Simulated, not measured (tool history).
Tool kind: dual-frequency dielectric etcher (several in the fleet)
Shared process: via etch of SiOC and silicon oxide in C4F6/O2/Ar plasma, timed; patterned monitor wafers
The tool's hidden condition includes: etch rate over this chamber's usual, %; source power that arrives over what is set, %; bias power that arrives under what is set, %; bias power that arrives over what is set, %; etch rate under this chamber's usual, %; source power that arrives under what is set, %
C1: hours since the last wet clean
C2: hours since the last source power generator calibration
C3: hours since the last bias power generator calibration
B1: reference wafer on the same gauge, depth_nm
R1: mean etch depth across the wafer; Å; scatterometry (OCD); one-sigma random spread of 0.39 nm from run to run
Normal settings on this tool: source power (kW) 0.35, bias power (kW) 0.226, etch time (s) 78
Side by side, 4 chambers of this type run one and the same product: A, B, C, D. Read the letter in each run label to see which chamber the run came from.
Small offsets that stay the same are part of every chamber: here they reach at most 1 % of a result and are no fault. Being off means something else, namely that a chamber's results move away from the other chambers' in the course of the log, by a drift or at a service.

Run 1D, hour 6.6: usual settings; C1 200.5; C2 1368.7; C3 1059.9; B1 90.815. Result: R1 903.23 Å.
Run 2A, hour 10.9: usual settings; C1 287; C2 1462.3; C3 4073.4; B1 90.898. Result: R1 907.98 Å.
Run 3B, hour 19.4: usual settings; C1 132.8; C2 2314.1; C3 1264.7; B1 90.948. Result: R1 899.52 Å.
Run 4C, hour 27.3: usual settings; C1 110.2; C2 1235; C3 2279.1; B1 90.899. Result: R1 906.23 Å.
Run 5C, hour 33.7: usual settings; C1 116.6; C2 1241.4; C3 2285.5; B1 90.989. Result: R1 900.17 Å.
Run 6A, hour 39.4: usual settings; C1 315.5; C2 1490.8; C3 4101.9; B1 90.805. Result: R1 901.44 Å.
Run 7B, hour 44.4: usual settings but source power (kW) 0.42; C1 157.8; C2 2339.1; C3 1289.7; B1 90.828. Result: R1 971.08 Å.
Run 8D, hour 52.8: usual settings but source power (kW) 0.42; C1 246.7; C2 1414.9; C3 1106.1; B1 90.878. Result: R1 966.36 Å.
Run 9C, hour 58.6: usual settings but source power (kW) 0.42; C1 141.5; C2 1266.3; C3 2310.4; B1 90.934. Result: R1 970.48 Å.
At hour 60.7: chamber A: wet clean of the chamber.
Run 10B, hour 68.2: usual settings but source power (kW) 0.42; C1 181.6; C2 2362.9; C3 1313.5; B1 90.908. Result: R1 979.05 Å.
Run 11D, hour 76: usual settings; C1 269.9; C2 1438.1; C3 1129.3; B1 90.85. Result: R1 902.35 Å.
Run 12A, hour 81: usual settings; C1 20.3; C2 1532.4; C3 4143.5; B1 90.894. Result: R1 904.95 Å.
Run 13B, hour 89.2: usual settings; C1 202.6; C2 2383.9; C3 1334.5; B1 90.866. Result: R1 905.26 Å.
Run 14D, hour 98.4: usual settings; C1 292.3; C2 1460.5; C3 1151.7; B1 90.9. Result: R1 895.98 Å.
Run 15C, hour 105: usual settings; C1 187.9; C2 1312.7; C3 2356.8; B1 90.846. Result: R1 906.21 Å.
Run 16A, hour 111.8: usual settings; C1 51.1; C2 1563.2; C3 4174.3; B1 90.976. Result: R1 907.56 Å.
Run 17A, hour 120.1: usual settings; C1 59.4; C2 1571.5; C3 4182.6; B1 90.809. Result: R1 905.24 Å.
Run 18D, hour 127.1: usual settings; C1 321; C2 1489.2; C3 1180.4; B1 90.99. Result: R1 887.24 Å.
Run 19B, hour 136.4: usual settings; C1 249.8; C2 2431.1; C3 1381.7; B1 90.97. Result: R1 902.27 Å.
Run 20C, hour 143.7: usual settings but source power (kW) 0.29, bias power (kW) 0.198; C1 226.6; C2 1351.4; C3 2395.5; B1 90.879. Result: R1 804.79 Å.
Run 21D, hour 151.6: usual settings but source power (kW) 0.29, bias power (kW) 0.198; C1 345.5; C2 1513.7; C3 1204.9; B1 90.867. Result: R1 793.22 Å.
Run 22B, hour 158.1: usual settings but source power (kW) 0.29, bias power (kW) 0.198; C1 271.5; C2 2452.8; C3 1403.4; B1 90.949. Result: R1 809.78 Å.
Run 23A, hour 164: usual settings but source power (kW) 0.29, bias power (kW) 0.198; C1 103.3; C2 1615.4; C3 4226.5; B1 90.839. Result: R1 802.18 Å.
Run 24C, hour 171.2: usual settings; C1 254.1; C2 1378.9; C3 2423; B1 90.881. Result: R1 903.5 Å.
Run 25B, hour 175.8: usual settings; C1 289.2; C2 2470.5; C3 1421.1; B1 90.892. Result: R1 901.68 Å.
Run 26A, hour 183.3: usual settings; C1 122.6; C2 1634.7; C3 4245.8; B1 90.954. Result: R1 906.78 Å.
Run 27C, hour 191.7: usual settings but source power (kW) 0.4; C1 274.6; C2 1399.4; C3 2443.5; B1 90.87. Result: R1 947.34 Å.
Run 28D, hour 197.9: usual settings but source power (kW) 0.4; C1 391.8; C2 1560; C3 1251.2; B1 90.806. Result: R1 920.34 Å.
Run 29A, hour 204.7: usual settings but source power (kW) 0.4; C1 144; C2 1656.1; C3 4267.2; B1 90.856. Result: R1 951.63 Å.
Run 30C, hour 212.4: usual settings but source power (kW) 0.4; C1 295.3; C2 1420.1; C3 2464.2; B1 90.892. Result: R1 953.34 Å.
Run 31B, hour 221: usual settings; C1 334.4; C2 2515.7; C3 1466.3; B1 90.934. Result: R1 902.22 Å.
Run 32D, hour 229.6: usual settings; C1 423.5; C2 1591.7; C3 1282.9; B1 90.883. Result: R1 863.05 Å.
Run 33D, hour 236.2: usual settings but bias power (kW) 0.276; C1 430.1; C2 1598.3; C3 1289.5; B1 90.891. Result: R1 930 Å.
Run 34C, hour 241.4: usual settings but bias power (kW) 0.276; C1 324.3; C2 1449.1; C3 2493.2; B1 90.88. Result: R1 971.17 Å.

For the next run the whole fleet of 4 chambers uses the same settings. Give each chamber's results:
Run 35A, hour 248.3: usual settings. Result: R1 ?.
Run 35B, hour 248.3: usual settings. Result: R1 ?.
Run 35C, hour 248.3: usual settings. Result: R1 ?.
Run 35D, hour 248.3: usual settings. Result: R1 ?.

run      R1
35A  905.44
35B  905.58
35C  908.38
35D  865.56

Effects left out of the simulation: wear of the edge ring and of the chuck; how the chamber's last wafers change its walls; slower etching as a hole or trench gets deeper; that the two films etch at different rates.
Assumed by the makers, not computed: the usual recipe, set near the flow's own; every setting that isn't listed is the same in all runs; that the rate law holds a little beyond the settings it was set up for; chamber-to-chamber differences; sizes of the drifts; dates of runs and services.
